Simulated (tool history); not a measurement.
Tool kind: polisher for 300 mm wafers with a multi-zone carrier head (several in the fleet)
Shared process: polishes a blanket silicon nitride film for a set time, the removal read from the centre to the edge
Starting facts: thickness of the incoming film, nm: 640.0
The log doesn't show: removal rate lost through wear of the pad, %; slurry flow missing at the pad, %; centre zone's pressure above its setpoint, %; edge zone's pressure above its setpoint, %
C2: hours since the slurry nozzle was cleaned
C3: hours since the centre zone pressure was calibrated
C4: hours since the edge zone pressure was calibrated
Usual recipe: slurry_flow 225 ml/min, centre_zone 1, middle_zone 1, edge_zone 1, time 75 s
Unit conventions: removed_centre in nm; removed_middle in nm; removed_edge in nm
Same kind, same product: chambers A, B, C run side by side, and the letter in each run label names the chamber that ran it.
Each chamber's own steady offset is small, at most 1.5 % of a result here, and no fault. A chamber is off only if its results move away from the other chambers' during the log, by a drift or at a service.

-- hour=1 chamber A: worn pad replaced by a new one
run 1C hour=4.3 | slurry_flow=225 centre_zone=1 middle_zone=1 edge_zone=1 time=75 | wafers_polished_on_this_pad=401 C2=302.2 C3=630.2 C4=1129.9 | removed_centre=131.42 removed_middle=133.08 removed_edge=132.49
run 2A hour=8.1 | slurry_flow=225 centre_zone=1 middle_zone=1 edge_zone=1 time=75 | wafers_polished_on_this_pad=94 C2=120.6 C3=39.2 C4=1225.1 | removed_centre=132.92 removed_middle=133.93 removed_edge=135.84
-- hour=10.4 chamber B: slurry nozzle cleaned
-- hour=10.4 chamber A: edge zone pressure recalibrated
-- hour=10.5 chamber B: worn pad replaced by a new one
run 3B hour=14.3 | slurry_flow=225 centre_zone=1 middle_zone=1 edge_zone=1 time=75 | wafers_polished_on_this_pad=50 C2=3.9 C3=576.2 C4=1138.9 | removed_centre=133.39 removed_middle=136.15 removed_edge=133.68
run 4A hour=20.8 | slurry_flow=225 centre_zone=1 middle_zone=1 edge_zone=1 time=75 | wafers_polished_on_this_pad=261 C2=133.3 C3=51.9 C4=10.5 | removed_centre=135.6 removed_middle=132.88 removed_edge=136.22
run 5C hour=24.2 | slurry_flow=225 centre_zone=1.08 middle_zone=1 edge_zone=1 time=75 | wafers_polished_on_this_pad=663 C2=322.1 C3=650.1 C4=1149.8 | removed_centre=141.89 removed_middle=132.8 removed_edge=133.11
run 6B hour=27.8 | slurry_flow=225 centre_zone=1.08 middle_zone=1 edge_zone=1 time=75 | wafers_polished_on_this_pad=228 C2=17.4 C3=589.7 C4=1152.4 | removed_centre=148.56 removed_middle=134.69 removed_edge=133.33
run 7A hour=32.3 | slurry_flow=225 centre_zone=1.08 middle_zone=1 edge_zone=1 time=75 | wafers_polished_on_this_pad=412 C2=144.8 C3=63.4 C4=22 | removed_centre=145.19 removed_middle=133.47 removed_edge=133.37
run 8B hour=36.8 | slurry_flow=225 centre_zone=1 middle_zone=1 edge_zone=1 time=75 | wafers_polished_on_this_pad=346 C2=26.4 C3=598.7 C4=1161.4 | removed_centre=133.63 removed_middle=136.74 removed_edge=132.92
run 9C hour=41.2 | slurry_flow=225 centre_zone=1 middle_zone=1 edge_zone=1 time=75 | wafers_polished_on_this_pad=886 C2=339.1 C3=667.1 C4=1166.8 | removed_centre=130.38 removed_middle=129.71 removed_edge=130.26
-- hour=41.3 chamber A: worn pad replaced by a new one
run 10A hour=45.5 | slurry_flow=225 centre_zone=1 middle_zone=1 edge_zone=1 time=75 | wafers_polished_on_this_pad=55 C2=158 C3=76.6 C4=35.2 | removed_centre=133.22 removed_middle=133.71 removed_edge=133.95
run 11B hour=50.6 | slurry_flow=225 centre_zone=1 middle_zone=1 edge_zone=1 time=75 | wafers_polished_on_this_pad=528 C2=40.2 C3=612.5 C4=1175.2 | removed_centre=136.94 removed_middle=133.89 removed_edge=133.21
run 12C hour=54.4 | slurry_flow=225 centre_zone=1 middle_zone=1 edge_zone=1 time=75 | wafers_polished_on_this_pad=1060 C2=352.3 C3=680.3 C4=1180 | removed_centre=128.5 removed_middle=127.92 removed_edge=129.76
run 13B hour=58.3 | slurry_flow=225 centre_zone=1 middle_zone=1 edge_zone=1 time=75 | wafers_polished_on_this_pad=629 C2=47.9 C3=620.2 C4=1182.9 | removed_centre=134.66 removed_middle=133.67 removed_edge=133.79
-- hour=60.5 chamber B: edge zone pressure recalibrated
-- hour=61.6 chamber C: centre zone pressure recalibrated
run 14C hour=62.7 | slurry_flow=225 centre_zone=1 middle_zone=1 edge_zone=1 time=75 | wafers_polished_on_this_pad=1169 C2=360.6 C3=1.2 C4=1188.3 | removed_centre=130.02 removed_middle=129.02 removed_edge=128.28
run 15A hour=65.8 | slurry_flow=225 centre_zone=1 middle_zone=1 edge_zone=1 time=75 | wafers_polished_on_this_pad=322 C2=178.3 C3=96.9 C4=55.5 | removed_centre=135.17 removed_middle=133.3 removed_edge=133.91
run 16C hour=71.2 | slurry_flow=275 centre_zone=1 middle_zone=1 edge_zone=1 time=75 | wafers_polished_on_this_pad=1281 C2=369.1 C3=9.7 C4=1196.8 | removed_centre=131.87 removed_middle=132.22 removed_edge=129.27
run 17A hour=74.8 | slurry_flow=275 centre_zone=1 middle_zone=1 edge_zone=1 time=75 | wafers_polished_on_this_pad=441 C2=187.3 C3=105.9 C4=64.5 | removed_centre=137.27 removed_middle=136.91 removed_edge=138.42
run 18B hour=78 | slurry_flow=275 centre_zone=1 middle_zone=1 edge_zone=1 time=75 | wafers_polished_on_this_pad=888 C2=67.6 C3=639.9 C4=17.5 | removed_centre=140.25 removed_middle=136.92 removed_edge=136.96
-- hour=78.7 chamber A: worn pad replaced by a new one
-- hour=79.4 chamber B: worn pad replaced by a new one
run 19B hour=83.1 | slurry_flow=225 centre_zone=1 middle_zone=1 edge_zone=1 time=75 | wafers_polished_on_this_pad=49 C2=72.7 C3=645 C4=22.6 | removed_centre=135.33 removed_middle=136.39 removed_edge=133.18
run 20C hour=86.7 | slurry_flow=225 centre_zone=1 middle_zone=1 edge_zone=1 time=75 | wafers_polished_on_this_pad=1484 C2=384.6 C3=25.2 C4=1212.3 | removed_centre=126.46 removed_middle=127.91 removed_edge=126.34
run 21A hour=90.6 | slurry_flow=225 centre_zone=1 middle_zone=1 edge_zone=1 time=75 | wafers_polished_on_this_pad=157 C2=203.1 C3=121.7 C4=80.3 | removed_centre=132.58 removed_middle=132.18 removed_edge=134.48
run 22B hour=95.5 | slurry_flow=225 centre_zone=1 middle_zone=1 edge_zone=1 time=75 | wafers_polished_on_this_pad=212 C2=85.1 C3=657.4 C4=35 | removed_centre=134.54 removed_middle=137.52 removed_edge=135.4
-- hour=95.6 chamber C: slurry nozzle cleaned
run 23A hour=101.9 | slurry_flow=225 centre_zone=1 middle_zone=1 edge_zone=1 time=75 | wafers_polished_on_this_pad=305 C2=214.4 C3=133 C4=91.6 | removed_centre=135.21 removed_middle=133.49 removed_edge=135.93
run 24C hour=106.8 | slurry_flow=225 centre_zone=1 middle_zone=1 edge_zone=0.91 time=75 | wafers_polished_on_this_pad=1749 C2=11.3 C3=45.3 C4=1232.4 | removed_centre=127.27 removed_middle=124.79 removed_edge=118.58
run 25A hour=111.9 | slurry_flow=225 centre_zone=1 middle_zone=1 edge_zone=0.91 time=75 | wafers_polished_on_this_pad=437 C2=224.4 C3=143 C4=101.6 | removed_centre=133.97 removed_middle=135.55 removed_edge=128.59
-- hour=113.1 chamber A: worn pad replaced by a new one
run 26B hour=117.7 | slurry_flow=225 centre_zone=1 middle_zone=1 edge_zone=0.91 time=75 | wafers_polished_on_this_pad=504 C2=107.3 C3=679.6 C4=57.2 | removed_centre=132.63 removed_middle=132.94 removed_edge=126.71
run 27C hour=121.3 | slurry_flow=225 centre_zone=1 middle_zone=1 edge_zone=1 time=75 | wafers_polished_on_this_pad=1939 C2=25.8 C3=59.8 C4=1246.9 | removed_centre=123.88 removed_middle=121.85 removed_edge=122.73
run 28A hour=124.3 | slurry_flow=225 centre_zone=1 middle_zone=1 edge_zone=1 time=75 | wafers_polished_on_this_pad=147 C2=236.8 C3=155.4 C4=114 | removed_centre=134.91 removed_middle=134.2 removed_edge=135.11
run 29C hour=131.1 | slurry_flow=225 centre_zone=1 middle_zone=1 edge_zone=1 time=75 | wafers_polished_on_this_pad=2068 C2=35.6 C3=69.6 C4=1256.7 | removed_centre=123.58 removed_middle=120.74 removed_edge=121.58
run 30B hour=135.1 | slurry_flow=225 centre_zone=1 middle_zone=1 edge_zone=1 time=75 | wafers_polished_on_this_pad=733 C2=124.7 C3=697 C4=74.6 | removed_centre=138.06 removed_middle=133 removed_edge=132.82
run 31C hour=139.8 | slurry_flow=225 centre_zone=1 middle_zone=1 edge_zone=1 time=75 | wafers_polished_on_this_pad=2183 C2=44.3 C3=78.3 C4=1265.4 | removed_centre=119.65 removed_middle=120.98 removed_edge=121.8
run 32A hour=143.5 | slurry_flow=225 centre_zone=1 middle_zone=1 edge_zone=1 time=75 | wafers_polished_on_this_pad=400 C2=256 C3=174.6 C4=133.2 | removed_centre=134.62 removed_middle=134.37 removed_edge=133.56
-- hour=147.5 chamber B: centre zone pressure recalibrated
run 33B hour=149.5 | slurry_flow=260 centre_zone=1 middle_zone=0.96 edge_zone=1 time=75 | wafers_polished_on_this_pad=922 C2=139.1 C3=2.1 C4=89 | removed_centre=136.29 removed_middle=132.01 removed_edge=136.69
run 34C hour=153 | slurry_flow=260 centre_zone=1 middle_zone=0.96 edge_zone=1 time=75 | wafers_polished_on_this_pad=2356 C2=57.5 C3=91.5 C4=1278.6 | removed_centre=120.31 removed_middle=118.41 removed_edge=121.02

Which is it: a chamber that has drifted or been left off by a service, a gauge drift common to all chambers, or only each chamber's usual small offset? If a chamber is off, name it and its likeliest cause.

It is chamber C that slowly wanders off from its peers.
Likeliest cause: removal rate lost through wear of the pad, % = 11.2.

Below are 4 candidate recipes for chamber C's next run, each the usual settings with a change, their results shown as question marks. Which of them brings C's results back in line with what the other chambers give on the usual settings?
A result is in line if it is within this distance of the other chambers' mean on the usual settings: removed_centre 4.6 nm; removed_middle 4.9 nm; removed_edge 3.7 nm
run 35C-1 hour=158.1 | slurry_flow=225 centre_zone=1 middle_zone=1 edge_zone=1 time=79 | removed_centre=? removed_middle=? removed_edge=?
run 35C-2 hour=158.1 | slurry_flow=230 centre_zone=1 middle_zone=1.01 edge_zone=1 time=84 | removed_centre=? removed_middle=? removed_edge=?
run 35C-3 hour=158.1 | slurry_flow=225 centre_zone=1 middle_zone=1 edge_zone=1 time=71 | removed_centre=? removed_middle=? removed_edge=?
run 35C-4 hour=158.1 | slurry_flow=220 centre_zone=0.99 middle_zone=1 edge_zone=1 time=67 | removed_centre=? removed_middle=? removed_edge=?

Mean of the other chambers on the usual settings: removed_centre 134.29 nm; removed_middle 134.02 nm; removed_edge 133.79 nm
run=35C-1 removed_centre=124.31 removed_middle=124.9 removed_edge=125.26
run=35C-2 removed_centre=132.61 removed_middle=134.39 removed_edge=133.45
run=35C-3 removed_centre=111.73 removed_middle=112.25 removed_edge=112.58
run=35C-4 removed_centre=103.93 removed_middle=105.62 removed_edge=106
35C-2 brings the chamber back in line.
